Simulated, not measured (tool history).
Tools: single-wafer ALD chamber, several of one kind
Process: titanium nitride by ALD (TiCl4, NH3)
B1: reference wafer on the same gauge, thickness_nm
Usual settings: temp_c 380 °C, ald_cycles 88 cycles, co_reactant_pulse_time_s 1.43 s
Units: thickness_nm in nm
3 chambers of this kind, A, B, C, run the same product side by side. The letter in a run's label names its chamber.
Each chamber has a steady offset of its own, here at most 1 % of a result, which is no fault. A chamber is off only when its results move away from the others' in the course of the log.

run 1A hour=4.3 | temp_c=380 ald_cycles=88 co_reactant_pulse_time_s=1.43 | B1=2.1599 | thickness_nm=1.8552
run 2C hour=7.4 | temp_c=380 ald_cycles=88 co_reactant_pulse_time_s=1.43 | B1=2.1610 | thickness_nm=1.8632
run 3B hour=9.7 | temp_c=380 ald_cycles=88 co_reactant_pulse_time_s=1.43 | B1=2.1604 | thickness_nm=1.8760
run 4C hour=14.0 | temp_c=380 ald_cycles=88 co_reactant_pulse_time_s=1.43 | B1=2.1607 | thickness_nm=1.8713
run 5A hour=17.1 | temp_c=380 ald_cycles=88 co_reactant_pulse_time_s=1.43 | B1=2.1591 | thickness_nm=1.8691
run 6B hour=20.3 | temp_c=380 ald_cycles=88 co_reactant_pulse_time_s=1.43 | B1=2.1598 | thickness_nm=1.8778
run 7A hour=23.3 | temp_c=380 ald_cycles=88 co_reactant_pulse_time_s=1.43 | B1=2.1602 | thickness_nm=1.8756
run 8B hour=27.9 | temp_c=380 ald_cycles=88 co_reactant_pulse_time_s=1.43 | B1=2.1606 | thickness_nm=1.8878
run 9C hour=32.6 | temp_c=380 ald_cycles=88 co_reactant_pulse_time_s=1.43 | B1=2.1592 | thickness_nm=1.8576
run 10B hour=36.7 | temp_c=380 ald_cycles=88 co_reactant_pulse_time_s=1.43 | B1=2.1611 | thickness_nm=1.8797
run 11C hour=40.3 | temp_c=380 ald_cycles=88 co_reactant_pulse_time_s=1.43 | B1=2.1586 | thickness_nm=1.8732
run 12A hour=44.2 | temp_c=380 ald_cycles=96 co_reactant_pulse_time_s=1.08 | B1=2.1616 | thickness_nm=1.9886
run 13A hour=48.0 | temp_c=380 ald_cycles=96 co_reactant_pulse_time_s=1.08 | B1=2.1606 | thickness_nm=1.9938
run 14B hour=50.2 | temp_c=380 ald_cycles=96 co_reactant_pulse_time_s=1.08 | B1=2.1598 | thickness_nm=2.0021
run 15C hour=54.5 | temp_c=380 ald_cycles=88 co_reactant_pulse_time_s=1.43 | B1=2.1594 | thickness_nm=1.8654
run 16B hour=58.9 | temp_c=380 ald_cycles=88 co_reactant_pulse_time_s=1.43 | B1=2.1571 | thickness_nm=1.8937
run 17C hour=62.4 | temp_c=380 ald_cycles=88 co_reactant_pulse_time_s=1.43 | B1=2.1608 | thickness_nm=1.8693
run 18A hour=65.3 | temp_c=380 ald_cycles=88 co_reactant_pulse_time_s=1.43 | B1=2.1604 | thickness_nm=1.8693
run 19B hour=68.3 | temp_c=380 ald_cycles=88 co_reactant_pulse_time_s=1.43 | B1=2.1600 | thickness_nm=1.8785
run 20C hour=71.2 | temp_c=380 ald_cycles=88 co_reactant_pulse_time_s=1.43 | B1=2.1587 | thickness_nm=1.8572
run 21A hour=74.6 | temp_c=380 ald_cycles=88 co_reactant_pulse_time_s=1.43 | B1=2.1601 | thickness_nm=1.8725
run 22B hour=78.9 | temp_c=380 ald_cycles=103 co_reactant_pulse_time_s=1.43 | B1=2.1601 | thickness_nm=2.2116
run 23C hour=81.8 | temp_c=380 ald_cycles=103 co_reactant_pulse_time_s=1.43 | B1=2.1589 | thickness_nm=2.1733
run 24A hour=84.0 | temp_c=380 ald_cycles=103 co_reactant_pulse_time_s=1.43 | B1=2.1607 | thickness_nm=2.1827
run 25A hour=88.3 | temp_c=380 ald_cycles=88 co_reactant_pulse_time_s=1.43 | B1=2.1607 | thickness_nm=1.8698
run 26B hour=93.2 | temp_c=380 ald_cycles=88 co_reactant_pulse_time_s=1.43 | B1=2.1600 | thickness_nm=1.8751
run 27C hour=98.0 | temp_c=380 ald_cycles=88 co_reactant_pulse_time_s=1.43 | B1=2.1615 | thickness_nm=1.8658
run 28C hour=102.2 | temp_c=380 ald_cycles=88 co_reactant_pulse_time_s=1.43 | B1=2.1613 | thickness_nm=1.8719
run 29A hour=106.6 | temp_c=380 ald_cycles=88 co_reactant_pulse_time_s=1.43 | B1=2.1598 | thickness_nm=1.8787
run 30B hour=109.3 | temp_c=380 ald_cycles=88 co_reactant_pulse_time_s=1.43 | B1=2.1626 | thickness_nm=1.8691

What goes on in this fleet: one chamber off, a drifting gauge, or nothing beyond the chambers' own small offsets? Name the chamber and the cause, if any.

No chamber stands off beyond its own small offset, and the gauge holds steady.
